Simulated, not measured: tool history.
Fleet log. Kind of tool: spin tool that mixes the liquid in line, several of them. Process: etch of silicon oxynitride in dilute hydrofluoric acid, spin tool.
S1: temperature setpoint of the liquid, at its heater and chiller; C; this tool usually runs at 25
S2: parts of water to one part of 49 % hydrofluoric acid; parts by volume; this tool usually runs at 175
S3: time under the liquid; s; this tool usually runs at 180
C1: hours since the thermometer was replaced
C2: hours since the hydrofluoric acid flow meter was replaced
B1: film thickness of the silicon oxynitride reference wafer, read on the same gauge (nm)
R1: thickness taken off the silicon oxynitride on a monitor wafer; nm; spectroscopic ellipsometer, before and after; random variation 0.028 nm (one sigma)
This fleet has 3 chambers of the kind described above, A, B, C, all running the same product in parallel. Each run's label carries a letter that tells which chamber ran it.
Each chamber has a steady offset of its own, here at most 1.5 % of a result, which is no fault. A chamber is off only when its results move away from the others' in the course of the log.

Run 1C, hour 4.9: usual settings; C1 526; C2 308.7; B1 99.983. Result: R1 3.6295 nm.
Run 2A, hour 13: usual settings; C1 2215; C2 911.6; B1 100.01. Result: R1 3.5296 nm.
Run 3B, hour 17.6: usual settings; C1 1704.5; C2 1686.5; B1 99.985. Result: R1 3.6018 nm.
Run 4A, hour 23.9: usual settings; C1 2225.9; C2 922.5; B1 99.989. Result: R1 3.5272 nm.
Run 5C, hour 31.8: usual settings; C1 552.9; C2 335.6; B1 99.996. Result: R1 3.6095 nm.
Run 6B, hour 38.3: usual settings; C1 1725.2; C2 1707.2; B1 100. Result: R1 3.6434 nm.
Run 7B, hour 46.8: usual settings; C1 1733.7; C2 1715.7; B1 99.994. Result: R1 3.5698 nm.
Run 8A, hour 55: usual settings; C1 2257; C2 953.6; B1 99.977. Result: R1 3.5356 nm.
Run 9C, hour 59.9: usual settings but S3 275 s; C1 581; C2 363.7; B1 99.991. Result: R1 5.5637 nm.
Run 10C, hour 68.6: usual settings but S3 275 s; C1 589.7; C2 372.4; B1 99.982. Result: R1 5.4958 nm.
Run 11A, hour 74.5: usual settings but S3 275 s; C1 2276.5; C2 973.1; B1 99.997. Result: R1 5.4802 nm.
Run 12B, hour 82.6: usual settings; C1 1769.5; C2 1751.5; B1 99.989. Result: R1 3.5106 nm.
Run 13A, hour 87: usual settings; C1 2289; C2 985.6; B1 99.982. Result: R1 3.556 nm.
Run 14B, hour 93.3: usual settings; C1 1780.2; C2 1762.2; B1 100. Result: R1 3.4537 nm.
At hour 93.6: chamber C: hydrofluoric acid flow meter replaced.
Run 15C, hour 101.8: usual settings; C1 622.9; C2 8.3; B1 100.01. Result: R1 3.5841 nm.
Run 16C, hour 108.7: usual settings; C1 629.8; C2 15.2; B1 100.03. Result: R1 3.5689 nm.
Run 17B, hour 112.9: usual settings; C1 1799.8; C2 1781.8; B1 99.983. Result: R1 3.4127 nm.
Run 18A, hour 121.4: usual settings; C1 2323.4; C2 1020; B1 100. Result: R1 3.5619 nm.
Run 19C, hour 129.5: usual settings but S1 27.5 C, S3 215 s; C1 650.6; C2 36; B1 99.997. Result: R1 4.8035 nm.
Run 20A, hour 133.7: usual settings but S1 27.5 C, S3 215 s; C1 2335.7; C2 1032.3; B1 99.999. Result: R1 4.7301 nm.
Run 21B, hour 138.2: usual settings but S1 27.5 C, S3 215 s; C1 1825.1; C2 1807.1; B1 100.01. Result: R1 4.4775 nm.
Run 22A, hour 143.8: usual settings; C1 2345.8; C2 1042.4; B1 100.01. Result: R1 3.542 nm.
Run 23B, hour 150.4: usual settings; C1 1837.3; C2 1819.3; B1 100. Result: R1 3.3571 nm.
Run 24C, hour 155.4: usual settings; C1 676.5; C2 61.9; B1 100.01. Result: R1 3.5756 nm.
Run 25A, hour 161.1: usual settings; C1 2363.1; C2 1059.7; B1 100.01. Result: R1 3.5533 nm.

All chambers now run identical settings, listed one chamber a line with results as question marks. What results will each chamber show?
Run 26A, hour 167.4: usual settings. Result: R1 ?.
Run 26B, hour 167.4: usual settings. Result: R1 ?.
Run 26C, hour 167.4: usual settings. Result: R1 ?.

run      R1
26A  3.4933
26B  3.3001
26C   3.591
